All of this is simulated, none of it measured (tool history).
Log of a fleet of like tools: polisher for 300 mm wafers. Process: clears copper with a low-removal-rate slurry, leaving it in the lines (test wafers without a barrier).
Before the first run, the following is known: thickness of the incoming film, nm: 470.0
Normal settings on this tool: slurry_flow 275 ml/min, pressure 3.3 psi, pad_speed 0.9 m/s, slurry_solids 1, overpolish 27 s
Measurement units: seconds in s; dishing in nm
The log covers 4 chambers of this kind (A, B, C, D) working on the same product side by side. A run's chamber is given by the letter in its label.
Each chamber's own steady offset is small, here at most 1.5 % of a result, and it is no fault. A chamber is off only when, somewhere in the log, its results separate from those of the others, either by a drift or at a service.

run   hour  slurry_flow  pressure  pad_speed  slurry_solids  overpolish  wafers polished on this pad  hours since the slurry nozzle was cleaned  hours since the head pressure was calibrated  hours since the slurry blender was calibrated  seconds  dishing
       2.6  -- chamber A: slurry blender recalibrated
 1B   11.3          275       3.3        0.9              1          27                          383                                       24.3                                          73.2                                          407.2   177.03   30.559
 2A   21.2          275       3.3        0.9              1          27                          542                                      403.3                                         416.1                                           18.7   180.50   29.768
      27.5  -- chamber C: head pressure recalibrated
 3C   36.0          275       3.3        0.9              1          27                          527                                      102.2                                           8.6                                           57.1   177.27   28.955
      41.6  -- chamber C: worn pad replaced by a new one
 4D   43.5          275       3.3        0.9              1          27                          678                                      228.1                                         525.2                                           95.5   177.59   28.208
      49.9  -- chamber D: worn pad replaced by a new one
 5B   51.3          275       3.3        0.9              1          27                          769                                       64.3                                         113.2                                          447.2   176.27   29.311
 6C   62.8          275       3.3        0.9              1          27                          204                                      129.0                                          35.4                                           83.9   179.73   28.192
      66.9  -- chamber D: slurry blender recalibrated
 7D   69.8          275       3.3        0.9              1          27                          192                                      254.4                                         551.5                                            2.9   178.58   28.026
      71.2  -- chamber A: worn pad replaced by a new one
      74.5  -- chamber C: slurry blender recalibrated
 8A   79.4          275       3.3        0.9              1          27                           79                                      461.5                                         474.3                                           76.9   184.10   29.732
 9B   89.3          275       3.3        0.9              1          27                         1135                                      102.3                                         151.2                                          485.2   178.63   30.494
10A  100.7          275       3.3        0.9              1          27                          284                                      482.8                                         495.6                                           98.2   181.98   28.579
     103.1  -- chamber B: worn pad replaced by a new one
     106.9  -- chamber C: worn pad replaced by a new one
11C  115.6          275       3.3        0.9              1          27                           84                                      181.8                                          88.2                                           41.1   180.89   29.454
     122.7  -- chamber D: worn pad replaced by a new one
     124.7  -- chamber A: slurry nozzle cleaned
12D  128.1          275       3.3        0.9              1          27                           52                                      312.7                                         609.8                                           61.2   175.75   28.141
13D  136.8          275       3.3        0.9              1          27                          136                                      321.4                                         618.5                                           69.9   179.53   28.547
     144.5  -- chamber B: slurry blender recalibrated
14B  146.6          275       3.3        0.9              1          27                          419                                      159.6                                         208.5                                            2.1   176.92   30.897
15A  154.3          275       3.3        0.9              1          27                          801                                       29.7                                         549.2                                          151.8   185.11   28.278
     165.4  -- chamber C: worn pad replaced by a new one
16C  166.9          275       3.3        0.9              1          27                           14                                      233.1                                         139.5                                           92.4   178.41   28.380
     170.8  -- chamber D: slurry blender recalibrated
     172.6  -- chamber C: slurry nozzle cleaned
17B  177.5          275       3.3        0.9              1          27                          717                                      190.5                                         239.4                                           33.0   176.47   28.608
     184.0  -- chamber C: slurry blender recalibrated
     185.3  -- chamber D: worn pad replaced by a new one
18D  192.0          275       3.3        0.9              1          27                           64                                      376.6                                         673.7                                           21.2   179.54   28.053
19C  201.1          275       3.3        0.9              1          27                          344                                       28.5                                         173.7                                           17.1   178.34   28.772
     206.4  -- chamber A: worn pad replaced by a new one
20A  211.6          275       3.3        0.9              1          27                           50                                       87.0                                         606.5                                          209.1   193.91   29.877
     225.1  -- chamber C: worn pad replaced by a new one
21A  226.1          275       3.3        0.9              1          27                          190                                      101.5                                         621.0                                          223.6   197.33   28.431
22B  238.3          245       3.9        0.9              1          27                         1304                                      251.3                                         300.2                                           93.8   155.21   32.735
     238.5  -- chamber A: slurry blender recalibrated
23D  251.2          245       3.9        0.9              1          27                          635                                      435.8                                         732.9                                           80.4   154.01   31.409
24C  264.3          245       3.9        0.9              1          27                          378                                       91.7                                         236.9                                           80.3   152.61   30.515
25A  275.8          245       3.9        0.9              1          27                          669                                      151.2                                         670.7                                           37.4   173.77   31.072

One chamber off, gauge drift, or nothing amiss beyond the chambers' own small offsets? If it is a chamber, which one, and what is the likeliest cause?

Chamber A drifts away from the others.
Most likely cause: head's pressure below its setpoint, % = 11.7.

Below are 4 candidate recipes for chamber A's next run, each the usual settings with a change, their results shown as question marks. Which of them brings A's results back in line with what the other chambers give on the usual settings?
Allowed miss from the other chambers' usual-settings mean, per result, to count as in line: seconds 7.50 s; dishing 2.500 nm
26A-1  286.6          275       3.1       0.84              1          28                                                                                                                                                                             ?        ?
26A-2  286.6          275       3.5       0.96              1          26                                                                                                                                                                             ?        ?
26A-3  286.6          275       3.4       0.92              1          27                                                                                                                                                                             ?        ?
26A-4  286.6          275       3.2       0.88              1          27                                                                                                                                                                             ?        ?

The mean the other chambers reach with the usual settings: seconds 179.15 s; dishing 29.158 nm
  run  seconds  dishing
26A-1   232.10   26.253
26A-2   179.45   28.928
26A-3   192.87   28.416
26A-4   214.47   26.887
26A-2 is the one that brings the chamber's results back in line with the other chambers.
